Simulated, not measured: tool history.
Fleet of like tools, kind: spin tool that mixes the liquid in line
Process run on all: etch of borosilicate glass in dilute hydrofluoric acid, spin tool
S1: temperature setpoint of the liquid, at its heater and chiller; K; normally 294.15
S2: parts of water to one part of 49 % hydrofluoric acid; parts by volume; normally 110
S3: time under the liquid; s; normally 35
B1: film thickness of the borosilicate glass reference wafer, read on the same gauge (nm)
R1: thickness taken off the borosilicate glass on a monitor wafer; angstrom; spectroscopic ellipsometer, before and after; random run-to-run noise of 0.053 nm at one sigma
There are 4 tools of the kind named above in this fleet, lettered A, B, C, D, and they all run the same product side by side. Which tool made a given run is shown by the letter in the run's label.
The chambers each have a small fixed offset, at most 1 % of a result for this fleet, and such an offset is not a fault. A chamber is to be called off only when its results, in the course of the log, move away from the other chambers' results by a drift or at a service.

run,day,S1,S2,S3,B1,R1
1C,0.288,294.15,110,35,110,125.65
2A,0.571,294.15,110,35,110.02,124.33
3D,0.771,294.15,110,35,109.99,124.04
4B,1.158,294.15,110,35,110.02,122.26
5B,1.392,296.65,110,45,109.98,175.63
6D,1.708,296.65,110,45,110.05,175.92
7C,2.067,296.65,110,45,110.04,175.4
8A,2.333,296.65,110,45,109.99,175.98
9C,2.725,294.15,110,35,110,123.47
10B,3.004,294.15,110,45,109.99,158.74
11D,3.242,294.15,110,45,109.99,159.38
12A,3.629,294.15,110,45,109.97,160.72
13D,3.938,294.15,110,45,109.99,159.79
14A,4.317,294.15,110,35,110.04,123.81
15C,4.675,294.15,110,35,109.99,124.32
16B,4.858,294.15,145,35,110,89.895
17A,5.221,294.15,145,35,109.98,90.506
18D,5.438,294.15,145,35,110.01,90.81
19B,5.721,294.15,145,35,110.04,89.652
20C,5.925,294.15,110,35,110.02,124.49
21C,6.283,294.15,110,35,110.01,123.87
22B,6.588,294.15,110,35,109.99,123.96
23A,6.85,294.15,110,35,110,122.8
24D,7.054,294.15,110,35,110.01,124.39
25B,7.296,294.15,110,35,109.98,123.52
26D,7.688,294.15,110,45,110.01,159.69
27A,7.875,294.15,110,45,110,157.5
28C,8.254,294.15,110,45,109.95,159.86
29C,8.583,294.15,110,45,110.01,160.09
30B,8.912,294.15,110,35,109.98,122.1
31D,9.15,294.15,110,35,110.01,123.65
32A,9.342,294.15,110,35,109.99,121.2
33C,9.721,294.15,110,35,110.02,123.94

The same settings go to every chamber for the next run, one line per chamber below. Forecast the results for each:
34A,10,294.15,110,35,,?
34B,10,294.15,110,35,,?
34C,10,294.15,110,35,,?
34D,10,294.15,110,35,,?

run,R1
34A,121.1
34B,123.65
34C,124.67
34D,123.64

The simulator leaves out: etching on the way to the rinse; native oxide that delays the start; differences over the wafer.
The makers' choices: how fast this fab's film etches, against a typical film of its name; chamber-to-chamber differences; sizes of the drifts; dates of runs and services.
